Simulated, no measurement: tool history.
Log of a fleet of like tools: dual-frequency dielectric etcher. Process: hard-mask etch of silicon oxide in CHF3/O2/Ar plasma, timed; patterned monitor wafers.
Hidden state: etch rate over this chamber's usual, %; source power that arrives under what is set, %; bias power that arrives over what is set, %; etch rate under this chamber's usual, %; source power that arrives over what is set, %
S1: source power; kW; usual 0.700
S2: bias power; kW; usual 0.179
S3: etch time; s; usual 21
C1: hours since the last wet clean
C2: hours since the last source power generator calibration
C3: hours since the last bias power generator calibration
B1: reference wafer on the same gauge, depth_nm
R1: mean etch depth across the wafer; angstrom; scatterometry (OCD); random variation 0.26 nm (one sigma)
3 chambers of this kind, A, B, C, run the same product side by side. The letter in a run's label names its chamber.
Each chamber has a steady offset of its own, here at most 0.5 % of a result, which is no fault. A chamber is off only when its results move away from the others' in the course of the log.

| run | day | S1 | S2 | S3 | C1 | C2 | C3 | B1 | R1 |
|---|---|---|---|---|---|---|---|---|---|
| 1A | 0.358 | 0.700 | 0.179 | 21 | 30.4 | 870.6 | 3903.5 | 44.387 | 443.18 |
| 2B | 0.854 | 0.700 | 0.179 | 21 | 364.4 | 924.4 | 2423.7 | 44.430 | 438.88 |
| 3C | 1.308 | 0.700 | 0.179 | 21 | 189.0 | 912.6 | 1366.5 | 44.422 | 439.86 |
| 4A | 1.583 | 0.700 | 0.179 | 21 | 59.8 | 900.0 | 3932.9 | 44.422 | 440.45 |
| 5C | 1.938 | 0.700 | 0.179 | 21 | 204.1 | 927.7 | 1381.6 | 44.438 | 443.77 |
| 6B | 2.500 | 0.700 | 0.179 | 21 | 403.9 | 963.9 | 2463.2 | 44.335 | 437.96 |
| 7C | 2.971 | 0.700 | 0.179 | 21 | 228.9 | 952.5 | 1406.4 | 44.411 | 440.32 |
|  | 3.162 | chamber B: wet clean of the chamber |
| 8B | 3.342 | 0.700 | 0.179 | 21 | 4.3 | 984.1 | 2483.4 | 44.434 | 439.73 |
| 9A | 3.867 | 0.700 | 0.179 | 21 | 114.6 | 954.8 | 3987.7 | 44.401 | 436.42 |
| 10C | 4.150 | 0.700 | 0.179 | 21 | 257.2 | 980.8 | 1434.7 | 44.381 | 437.47 |
| 11B | 4.400 | 0.700 | 0.179 | 21 | 29.7 | 1009.5 | 2508.8 | 44.402 | 443.48 |
| 12A | 4.888 | 0.700 | 0.179 | 21 | 139.1 | 979.3 | 4012.2 | 44.395 | 437.62 |
| 13C | 5.150 | 0.700 | 0.179 | 21 | 281.2 | 1004.8 | 1458.7 | 44.425 | 442.02 |
| 14A | 5.533 | 0.700 | 0.179 | 21 | 154.6 | 994.8 | 4027.7 | 44.418 | 438.91 |
| 15B | 5.812 | 0.700 | 0.179 | 21 | 63.6 | 1043.4 | 2542.7 | 44.343 | 440.85 |
| 16A | 6.325 | 0.700 | 0.179 | 21 | 173.6 | 1013.8 | 4046.7 | 44.514 | 442.13 |
| 17B | 6.858 | 0.700 | 0.179 | 21 | 88.7 | 1068.5 | 2567.8 | 44.350 | 437.28 |
| 18C | 7.321 | 0.700 | 0.179 | 21 | 333.3 | 1056.9 | 1510.8 | 44.467 | 446.76 |
| 19B | 7.708 | 0.700 | 0.179 | 21 | 109.1 | 1088.9 | 2588.2 | 44.483 | 444.25 |
| 20C | 8.083 | 0.700 | 0.179 | 21 | 351.6 | 1075.2 | 1529.1 | 44.373 | 442.35 |
| 21A | 8.500 | 0.700 | 0.135 | 21 | 225.8 | 1066.0 | 4098.9 | 44.405 | 399.40 |
| 22A | 9.058 | 0.700 | 0.135 | 21 | 239.2 | 1079.4 | 4112.3 | 44.386 | 401.43 |
| 23B | 9.471 | 0.700 | 0.135 | 21 | 151.4 | 1131.2 | 2630.5 | 44.382 | 400.10 |
| 24C | 9.967 | 0.700 | 0.194 | 21 | 396.8 | 1120.4 | 1574.3 | 44.402 | 449.63 |
| 25A | 10.350 | 0.700 | 0.194 | 21 | 270.2 | 1110.4 | 4143.3 | 44.439 | 452.09 |
| 26B | 10.604 | 0.700 | 0.194 | 21 | 178.6 | 1158.4 | 2657.7 | 44.395 | 453.30 |
| 27C | 11.000 | 0.700 | 0.179 | 21 | 421.6 | 1145.2 | 1599.1 | 44.324 | 442.46 |
| 28C | 11.442 | 0.760 | 0.208 | 21 | 432.2 | 1155.8 | 1609.7 | 44.445 | 475.43 |
| 29A | 11.975 | 0.760 | 0.208 | 21 | 309.2 | 1149.4 | 4182.3 | 44.436 | 468.81 |
| 30B | 12.404 | 0.760 | 0.208 | 21 | 221.8 | 1201.6 | 2700.9 | 44.442 | 472.01 |
| 31B | 12.708 | 0.700 | 0.179 | 21 | 229.1 | 1208.9 | 2708.2 | 44.399 | 437.04 |
| 32A | 13.142 | 0.700 | 0.179 | 21 | 337.2 | 1177.4 | 4210.3 | 44.396 | 436.41 |
| 33C | 13.621 | 0.700 | 0.179 | 21 | 484.5 | 1208.1 | 1662.0 | 44.350 | 444.14 |
| 34B | 13.954 | 0.700 | 0.179 | 21 | 259.0 | 1238.8 | 2738.1 | 44.377 | 438.54 |
| 35A | 14.375 | 0.700 | 0.179 | 21 | 366.8 | 1207.0 | 4239.9 | 44.476 | 435.64 |
| 36C | 14.692 | 0.700 | 0.179 | 21 | 510.2 | 1233.8 | 1687.7 | 44.347 | 441.01 |
| 37C | 15.058 | 0.700 | 0.179 | 21 | 519.0 | 1242.6 | 1696.5 | 44.401 | 442.43 |
| 38A | 15.546 | 0.700 | 0.179 | 21 | 394.9 | 1235.1 | 4268.0 | 44.420 | 438.64 |
| 39B | 15.933 | 0.700 | 0.179 | 21 | 306.5 | 1286.3 | 2785.6 | 44.387 | 438.90 |

Next, every chamber runs the same settings. What will each give?
| 40A | 16.338 | 0.700 | 0.179 | 21 |  |  |  |  | ? |
| 40B | 16.338 | 0.700 | 0.179 | 21 |  |  |  |  | ? |
| 40C | 16.338 | 0.700 | 0.179 | 21 |  |  |  |  | ? |

| run | R1 |
|---|---|
| 40A | 436.54 |
| 40B | 442.43 |
| 40C | 439.12 |

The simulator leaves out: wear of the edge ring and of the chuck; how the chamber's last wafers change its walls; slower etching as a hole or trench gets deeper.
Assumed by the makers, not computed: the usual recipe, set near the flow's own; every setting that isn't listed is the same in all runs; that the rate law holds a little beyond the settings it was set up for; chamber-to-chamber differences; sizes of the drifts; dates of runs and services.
